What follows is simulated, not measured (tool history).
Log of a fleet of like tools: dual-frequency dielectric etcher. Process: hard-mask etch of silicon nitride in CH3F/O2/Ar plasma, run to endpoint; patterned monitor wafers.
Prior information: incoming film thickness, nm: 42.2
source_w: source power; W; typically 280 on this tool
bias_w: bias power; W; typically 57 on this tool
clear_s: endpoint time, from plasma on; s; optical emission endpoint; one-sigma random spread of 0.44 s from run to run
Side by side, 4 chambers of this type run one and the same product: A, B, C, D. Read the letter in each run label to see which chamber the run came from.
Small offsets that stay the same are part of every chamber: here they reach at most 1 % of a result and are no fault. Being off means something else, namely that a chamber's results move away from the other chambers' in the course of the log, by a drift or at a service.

run 1A day=0.479 | source_w=280 bias_w=57 | clear_s=75.268
run 2B day=0.979 | source_w=280 bias_w=57 | clear_s=75.383
run 3C day=1.500 | source_w=280 bias_w=57 | clear_s=74.940
run 4D day=1.850 | source_w=280 bias_w=57 | clear_s=75.308
run 5D day=2.100 | source_w=280 bias_w=57 | clear_s=75.029
run 6B day=2.354 | source_w=280 bias_w=57 | clear_s=74.994
run 7A day=2.721 | source_w=280 bias_w=57 | clear_s=75.117
run 8C day=3.233 | source_w=230 bias_w=67 | clear_s=77.946
run 9A day=3.683 | source_w=230 bias_w=67 | clear_s=76.623
run 10C day=3.988 | source_w=230 bias_w=67 | clear_s=78.081
run 11B day=4.321 | source_w=230 bias_w=67 | clear_s=76.166
run 12D day=4.567 | source_w=280 bias_w=57 | clear_s=75.136
run 13C day=4.942 | source_w=280 bias_w=57 | clear_s=77.054
run 14D day=5.454 | source_w=280 bias_w=57 | clear_s=74.811
run 15B day=5.825 | source_w=280 bias_w=57 | clear_s=75.310
run 16A day=6.154 | source_w=280 bias_w=57 | clear_s=75.362
run 17B day=6.483 | source_w=280 bias_w=57 | clear_s=74.988
run 18C day=6.783 | source_w=280 bias_w=57 | clear_s=78.077
-- day=6.958 chamber A: source power generator calibrated
run 19A day=7.167 | source_w=280 bias_w=57 | clear_s=76.121
run 20D day=7.512 | source_w=280 bias_w=57 | clear_s=75.340
run 21D day=7.758 | source_w=280 bias_w=57 | clear_s=74.884
run 22C day=7.988 | source_w=280 bias_w=57 | clear_s=77.942
run 23A day=8.233 | source_w=280 bias_w=57 | clear_s=75.017
run 24B day=8.658 | source_w=280 bias_w=57 | clear_s=75.813
-- day=8.746 chamber D: bias power generator calibrated
run 25B day=9.104 | source_w=280 bias_w=57 | clear_s=76.300
run 26D day=9.471 | source_w=280 bias_w=57 | clear_s=74.904
run 27A day=9.871 | source_w=280 bias_w=57 | clear_s=75.129
run 28C day=10.208 | source_w=280 bias_w=57 | clear_s=78.628
run 29D day=10.529 | source_w=280 bias_w=57 | clear_s=75.080
-- day=10.646 chamber D: wet clean of the chamber
run 30A day=10.933 | source_w=280 bias_w=57 | clear_s=75.614
run 31B day=11.400 | source_w=280 bias_w=57 | clear_s=75.389
run 32C day=11.638 | source_w=280 bias_w=57 | clear_s=79.286
run 33C day=12.083 | source_w=280 bias_w=57 | clear_s=79.309
run 34D day=12.350 | source_w=280 bias_w=57 | clear_s=75.668
run 35A day=12.662 | source_w=280 bias_w=57 | clear_s=74.748

Next, every chamber runs the same settings. What will each give?
run 36A day=13.038 | source_w=280 bias_w=70 | clear_s=?
run 36B day=13.038 | source_w=280 bias_w=70 | clear_s=?
run 36C day=13.038 | source_w=280 bias_w=70 | clear_s=?
run 36D day=13.038 | source_w=280 bias_w=70 | clear_s=?

run=36A clear_s=70.268
run=36B clear_s=70.097
run=36C clear_s=74.601
run=36D clear_s=70.259
